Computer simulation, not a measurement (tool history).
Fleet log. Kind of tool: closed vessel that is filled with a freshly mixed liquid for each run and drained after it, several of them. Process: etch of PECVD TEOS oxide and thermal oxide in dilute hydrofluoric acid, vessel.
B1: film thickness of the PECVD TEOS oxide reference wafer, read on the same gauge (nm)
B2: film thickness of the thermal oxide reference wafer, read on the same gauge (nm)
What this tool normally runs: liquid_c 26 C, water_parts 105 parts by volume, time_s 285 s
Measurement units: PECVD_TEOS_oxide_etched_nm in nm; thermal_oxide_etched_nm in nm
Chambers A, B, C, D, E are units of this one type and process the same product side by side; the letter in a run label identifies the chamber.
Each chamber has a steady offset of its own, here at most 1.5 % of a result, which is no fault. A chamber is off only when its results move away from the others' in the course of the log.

At hour 7.4: chamber E: hydrofluoric acid flow meter replaced.
Run 1A, hour 9.5: usual settings; B1 99.973; B2 70.019. Result: PECVD_TEOS_oxide_etched_nm 25.021 nm, thermal_oxide_etched_nm 14.368 nm.
Run 2C, hour 18: usual settings; B1 100.03; B2 69.969. Result: PECVD_TEOS_oxide_etched_nm 24.879 nm, thermal_oxide_etched_nm 14.032 nm.
At hour 23.7: chamber E: thermometer replaced.
Run 3E, hour 28: usual settings; B1 99.939; B2 69.986. Result: PECVD_TEOS_oxide_etched_nm 24.934 nm, thermal_oxide_etched_nm 14.007 nm.
At hour 29.7: chamber A: hydrofluoric acid flow meter replaced.
Run 4B, hour 37.9: usual settings; B1 99.982; B2 69.977. Result: PECVD_TEOS_oxide_etched_nm 25.119 nm, thermal_oxide_etched_nm 14.246 nm.
Run 5D, hour 44.6: usual settings but liquid_c 22.5 C; B1 100.02; B2 69.997. Result: PECVD_TEOS_oxide_etched_nm 21.962 nm, thermal_oxide_etched_nm 12.437 nm.
Run 6D, hour 53.5: usual settings but liquid_c 22.5 C; B1 99.953; B2 70.008. Result: PECVD_TEOS_oxide_etched_nm 21.981 nm, thermal_oxide_etched_nm 12.504 nm.
Run 7E, hour 63.7: usual settings but liquid_c 22.5 C; B1 100.01; B2 69.995. Result: PECVD_TEOS_oxide_etched_nm 21.832 nm, thermal_oxide_etched_nm 12.373 nm.
Run 8A, hour 69: usual settings but liquid_c 22.5 C; B1 100.04; B2 70.009. Result: PECVD_TEOS_oxide_etched_nm 21.822 nm, thermal_oxide_etched_nm 12.235 nm.
Run 9C, hour 78.8: usual settings but liquid_c 22.5 C; B1 100.01; B2 70.052. Result: PECVD_TEOS_oxide_etched_nm 21.654 nm, thermal_oxide_etched_nm 12.411 nm.
Run 10B, hour 89.1: usual settings; B1 100.02; B2 70.011. Result: PECVD_TEOS_oxide_etched_nm 24.982 nm, thermal_oxide_etched_nm 14.124 nm.
Run 11C, hour 100.9: usual settings; B1 100.03; B2 70.01. Result: PECVD_TEOS_oxide_etched_nm 24.967 nm, thermal_oxide_etched_nm 14.254 nm.
Run 12D, hour 113: usual settings; B1 100.01; B2 69.998. Result: PECVD_TEOS_oxide_etched_nm 25.39 nm, thermal_oxide_etched_nm 14.384 nm.
Run 13E, hour 123: usual settings; B1 99.999; B2 70.05. Result: PECVD_TEOS_oxide_etched_nm 24.958 nm, thermal_oxide_etched_nm 14.064 nm.
Run 14A, hour 132.5: usual settings; B1 99.997; B2 70.019. Result: PECVD_TEOS_oxide_etched_nm 24.903 nm, thermal_oxide_etched_nm 14.546 nm.
Run 15B, hour 140.4: usual settings but liquid_c 31 C, water_parts 150 parts by volume; B1 99.99; B2 69.921. Result: PECVD_TEOS_oxide_etched_nm 20.166 nm, thermal_oxide_etched_nm 11.383 nm.
Run 16E, hour 151.3: usual settings but liquid_c 31 C, water_parts 150 parts by volume; B1 100.02; B2 70.023. Result: PECVD_TEOS_oxide_etched_nm 19.868 nm, thermal_oxide_etched_nm 11.207 nm.
At hour 159.6: chamber B: hydrofluoric acid flow meter replaced.
Run 17D, hour 161.6: usual settings but liquid_c 31 C, water_parts 150 parts by volume; B1 100.01; B2 69.983. Result: PECVD_TEOS_oxide_etched_nm 20.328 nm, thermal_oxide_etched_nm 11.579 nm.
Run 18A, hour 169: usual settings but liquid_c 31 C, water_parts 150 parts by volume; B1 99.992; B2 70.008. Result: PECVD_TEOS_oxide_etched_nm 19.863 nm, thermal_oxide_etched_nm 11.492 nm.
Run 19B, hour 177: usual settings but liquid_c 31 C, water_parts 150 parts by volume; B1 100.01; B2 69.961. Result: PECVD_TEOS_oxide_etched_nm 19.939 nm, thermal_oxide_etched_nm 11.322 nm.
Run 20C, hour 187.4: usual settings; B1 99.979; B2 69.982. Result: PECVD_TEOS_oxide_etched_nm 24.7 nm, thermal_oxide_etched_nm 14.335 nm.
Run 21E, hour 198.5: usual settings; B1 99.997; B2 70.006. Result: PECVD_TEOS_oxide_etched_nm 24.933 nm, thermal_oxide_etched_nm 13.993 nm.
Run 22D, hour 207.6: usual settings but liquid_c 22 C, time_s 440 s; B1 100.02; B2 70.009. Result: PECVD_TEOS_oxide_etched_nm 33.777 nm, thermal_oxide_etched_nm 19.101 nm.
Run 23C, hour 216.7: usual settings but liquid_c 22 C, time_s 440 s; B1 99.99; B2 69.989. Result: PECVD_TEOS_oxide_etched_nm 32.783 nm, thermal_oxide_etched_nm 18.802 nm.
Run 24B, hour 222.2: usual settings but liquid_c 22 C, time_s 440 s; B1 99.982; B2 70.003. Result: PECVD_TEOS_oxide_etched_nm 33.009 nm, thermal_oxide_etched_nm 18.571 nm.
Run 25A, hour 231.5: usual settings but liquid_c 22 C, time_s 440 s; B1 99.995; B2 70.036. Result: PECVD_TEOS_oxide_etched_nm 32.875 nm, thermal_oxide_etched_nm 18.808 nm.
Run 26D, hour 236.8: usual settings but liquid_c 22 C, time_s 440 s; B1 100; B2 69.997. Result: PECVD_TEOS_oxide_etched_nm 33.755 nm, thermal_oxide_etched_nm 18.961 nm.
Run 27C, hour 242.9: usual settings; B1 100.01; B2 70.007. Result: PECVD_TEOS_oxide_etched_nm 24.966 nm, thermal_oxide_etched_nm 14.358 nm.
Run 28A, hour 254.9: usual settings; B1 100.01; B2 69.999. Result: PECVD_TEOS_oxide_etched_nm 25.018 nm, thermal_oxide_etched_nm 14.256 nm.
Run 29E, hour 263.7: usual settings; B1 99.997; B2 70.002. Result: PECVD_TEOS_oxide_etched_nm 25.05 nm, thermal_oxide_etched_nm 14.028 nm.
Run 30B, hour 275.5: usual settings; B1 100.02; B2 70.034. Result: PECVD_TEOS_oxide_etched_nm 24.897 nm, thermal_oxide_etched_nm 14.232 nm.
Run 31B, hour 280.7: usual settings; B1 100.03; B2 69.986. Result: PECVD_TEOS_oxide_etched_nm 24.973 nm, thermal_oxide_etched_nm 14.43 nm.
Run 32E, hour 289.4: usual settings; B1 99.983; B2 69.952. Result: PECVD_TEOS_oxide_etched_nm 25.101 nm, thermal_oxide_etched_nm 14.123 nm.
Run 33D, hour 297.6: usual settings; B1 100.02; B2 69.945. Result: PECVD_TEOS_oxide_etched_nm 25.721 nm, thermal_oxide_etched_nm 14.619 nm.
Run 34C, hour 305: usual settings; B1 99.967; B2 70.028. Result: PECVD_TEOS_oxide_etched_nm 24.746 nm, thermal_oxide_etched_nm 14.169 nm.
Run 35A, hour 314.7: usual settings; B1 100.01; B2 70.009. Result: PECVD_TEOS_oxide_etched_nm 24.993 nm, thermal_oxide_etched_nm 14.251 nm.
Run 36A, hour 326.2: usual settings; B1 100; B2 70.003. Result: PECVD_TEOS_oxide_etched_nm 24.861 nm, thermal_oxide_etched_nm 14.477 nm.
Run 37E, hour 335.6: usual settings; B1 99.983; B2 70.073. Result: PECVD_TEOS_oxide_etched_nm 24.997 nm, thermal_oxide_etched_nm 14.139 nm.

Each of the 5 chambers runs these same settings next. Fill in every chamber's results:
Run 38A, hour 344.4: usual settings but time_s 400 s. Result: PECVD_TEOS_oxide_etched_nm ?, thermal_oxide_etched_nm ?.
Run 38B, hour 344.4: usual settings but time_s 400 s. Result: PECVD_TEOS_oxide_etched_nm ?, thermal_oxide_etched_nm ?.
Run 38C, hour 344.4: usual settings but time_s 400 s. Result: PECVD_TEOS_oxide_etched_nm ?, thermal_oxide_etched_nm ?.
Run 38D, hour 344.4: usual settings but time_s 400 s. Result: PECVD_TEOS_oxide_etched_nm ?, thermal_oxide_etched_nm ?.
Run 38E, hour 344.4: usual settings but time_s 400 s. Result: PECVD_TEOS_oxide_etched_nm ?, thermal_oxide_etched_nm ?.

run  PECVD_TEOS_oxide_etched_nm  thermal_oxide_etched_nm
38A                       35.04                   20.411
38B                       35.18                   19.908
38C                      35.079                   19.959
38D                      36.282                   20.697
38E                      35.006                   19.703
